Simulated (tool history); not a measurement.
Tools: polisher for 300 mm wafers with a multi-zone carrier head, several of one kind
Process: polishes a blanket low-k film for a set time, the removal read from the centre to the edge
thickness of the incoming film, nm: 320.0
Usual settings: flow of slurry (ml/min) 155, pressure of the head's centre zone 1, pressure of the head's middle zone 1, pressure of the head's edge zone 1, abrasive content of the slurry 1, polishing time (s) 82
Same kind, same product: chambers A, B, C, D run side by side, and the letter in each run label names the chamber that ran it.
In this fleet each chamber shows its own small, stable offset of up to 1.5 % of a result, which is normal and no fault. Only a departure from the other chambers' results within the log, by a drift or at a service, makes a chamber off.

run,hour,flow of slurry (ml/min),pressure of the head's centre zone,pressure of the head's middle zone,pressure of the head's edge zone,abrasive content of the slurry,polishing time (s),wafers polished on this pad,hours since the slurry nozzle was cleaned,hours since the centre zone pressure was calibrated,hours since the edge zone pressure was calibrated,film removed at the wafer's centre (Å),film removed at mid-radius (Å),film removed at the wafer's edge (Å)
# hour 4: chamber B: worn pad replaced by a new one
1D,8.9,155,1,1,1,1,82,508,690,848.9,1110.2,522.8,524.36,519.87
2A,21.8,155,1,1,1,1,82,935,152,419.9,335.7,531.45,531.59,524.38
3C,34.9,155,1,1,1,1,82,819,157.7,486.6,421.9,531.87,522.26,527.09
4B,43.1,155,1,1,1,1,82,472,422.2,400.6,900.5,525.39,521.45,520.23
# hour 43.3: chamber D: worn pad replaced by a new one
5C,54.3,155,1,1,1,1,82,1053,177.1,506,441.3,533.49,524.86,521.93
# hour 55: chamber C: worn pad replaced by a new one
6B,69.3,155,1,1,1,1,82,788,448.4,426.8,926.7,526.58,529.65,522.94
7D,79.7,155,1,1,1,1.15,82,440,760.8,919.7,1181,559.71,565.2,552.26
# hour 80: chamber B: worn pad replaced by a new one
8A,88.3,155,1,1,1,1.15,82,1738,218.5,486.4,402.2,559.24,551.36,556.98
# hour 96.9: chamber A: centre zone pressure recalibrated
9B,100,155,1,1,1,1.15,82,242,479.1,457.5,957.4,564.74,553.97,555.27
10A,112.3,155,1,1,1,1.15,82,2028,242.5,15.4,426.2,535.98,556.01,554.63
# hour 120.2: chamber D: slurry nozzle cleaned
# hour 121: chamber D: worn pad replaced by a new one
11C,121,155,1,1,1,1,82,797,243.8,572.7,508,536.94,517.3,528.51
12D,128.5,155,1,1,1,1,82,91,8.4,968.5,1229.8,517.07,527.76,516.56
# hour 129.6: chamber C: centre zone pressure recalibrated
# hour 131: chamber A: slurry nozzle cleaned
# hour 131: chamber C: worn pad replaced by a new one
13D,143.5,155,1,1,1,1,82,272,23.4,983.5,1244.8,541.08,521.56,525.03
# hour 150.3: chamber B: worn pad replaced by a new one
14A,157.6,155,1,1,1,1,82,2575,26.7,60.7,471.5,512.98,504.61,513.48
15B,167.5,155,1,1,1,1,82,208,546.6,525,1024.9,531.4,521.5,520.34
# hour 169.8: chamber A: edge zone pressure recalibrated
# hour 182.7: chamber D: worn pad replaced by a new one
16C,183.8,155,1,1,1,1,82,638,306.6,54.2,570.8,514.61,526.83,524.9
17C,195,155,1,1,1,1,82,774,317.8,65.4,582,532.84,533.07,527.05
18B,202.7,155,1,1,1,1,82,633,581.8,560.2,1060.1,528.06,520.2,523.32
# hour 203.2: chamber B: edge zone pressure recalibrated
19A,215.9,155,1,1,1,1,82,3279,85,119,46.1,491.74,503.33,496.02
# hour 219: chamber B: worn pad replaced by a new one
20D,223.3,155,1,1,1,1,82,490,103.2,1063.3,1324.6,521.27,522.4,522.33
# hour 225: chamber C: worn pad replaced by a new one
21A,235.9,155,1,1,1,1,82,3520,105,139,66.1,488.07,497.62,493.46
# hour 237.6: chamber B: centre zone pressure recalibrated
# hour 245.1: chamber D: worn pad replaced by a new one
22C,246.4,155,1,1,1,1,82,258,369.2,116.8,633.4,529.83,526.97,524.47
# hour 257.7: chamber C: slurry nozzle cleaned
23D,257.9,155,1,1,1,1,82,155,137.8,1097.9,1359.2,542.68,532.33,524.86
24B,268.3,155,1,1,1,1,82,596,647.4,30.8,65.1,533.25,524.78,526.25
25B,275.4,155,1,1,0.93,1,82,682,654.5,37.9,72.2,515.92,522.89,508.1
26D,283.8,155,1,1,0.93,1,82,468,163.7,1123.8,1385.1,530.57,526.79,498.2
27C,298.5,155,1,1,0.93,1,82,888,40.9,168.9,685.5,533.63,536.65,508.48
# hour 305.8: chamber C: worn pad replaced by a new one
28A,310.7,155,1,1,0.93,1,82,4424,179.8,213.8,140.9,484.79,487.29,466.3
# hour 321.1: chamber D: worn pad replaced by a new one
29C,322.1,155,1,1,1,1,82,198,64.5,192.5,709.1,531.4,517.68,527.43
30A,330.2,155,1,1,1,1,82,4659,199.3,233.3,160.4,479.46,479.56,481.62
31D,346,155,1,1,1,1,82,301,225.9,1186,1447.3,526.51,522.45,522.29

Is one chamber out of step, is the gauge drifting, or do the chambers differ by no more than their own small offsets? For an off chamber, give its letter and the likeliest cause.

It is chamber A that slowly wanders off from its peers.
Most likely cause: removal rate lost through wear of the pad, % = 9.38.

Here are 4 candidates for chamber A's next run, each the usual settings with a change, their results left as question marks. Which one brings its results back in line with what the others give on the usual settings?
Maximum distance from the other chambers' mean on the usual settings for a result to count as in line: film removed at the wafer's centre (Å) 23; film removed at mid-radius (Å) 17; film removed at the wafer's edge (Å) 12
32A-1,357.8,155,1.01,1,1,1.05,89,,,,,?,?,?
32A-2,357.8,160,1.01,1,1,1.05,95,,,,,?,?,?
32A-3,357.8,155,1,1,1,0.95,76,,,,,?,?,?
32A-4,357.8,150,0.99,1,1,0.95,70,,,,,?,?,?

What the other chambers average on the usual settings: film removed at the wafer's centre (Å) 526.62; film removed at mid-radius (Å) 524.65; film removed at the wafer's edge (Å) 524.06
run,film removed at the wafer's centre (Å),film removed at mid-radius (Å),film removed at the wafer's edge (Å)
32A-1,532.35,526.77,525.59
32A-2,571.94,565.52,563.34
32A-3,429.22,429.47,428.48
32A-4,388.25,393.18,392.92
Change 32A-1 lands the chamber within the allowed miss of the other chambers.
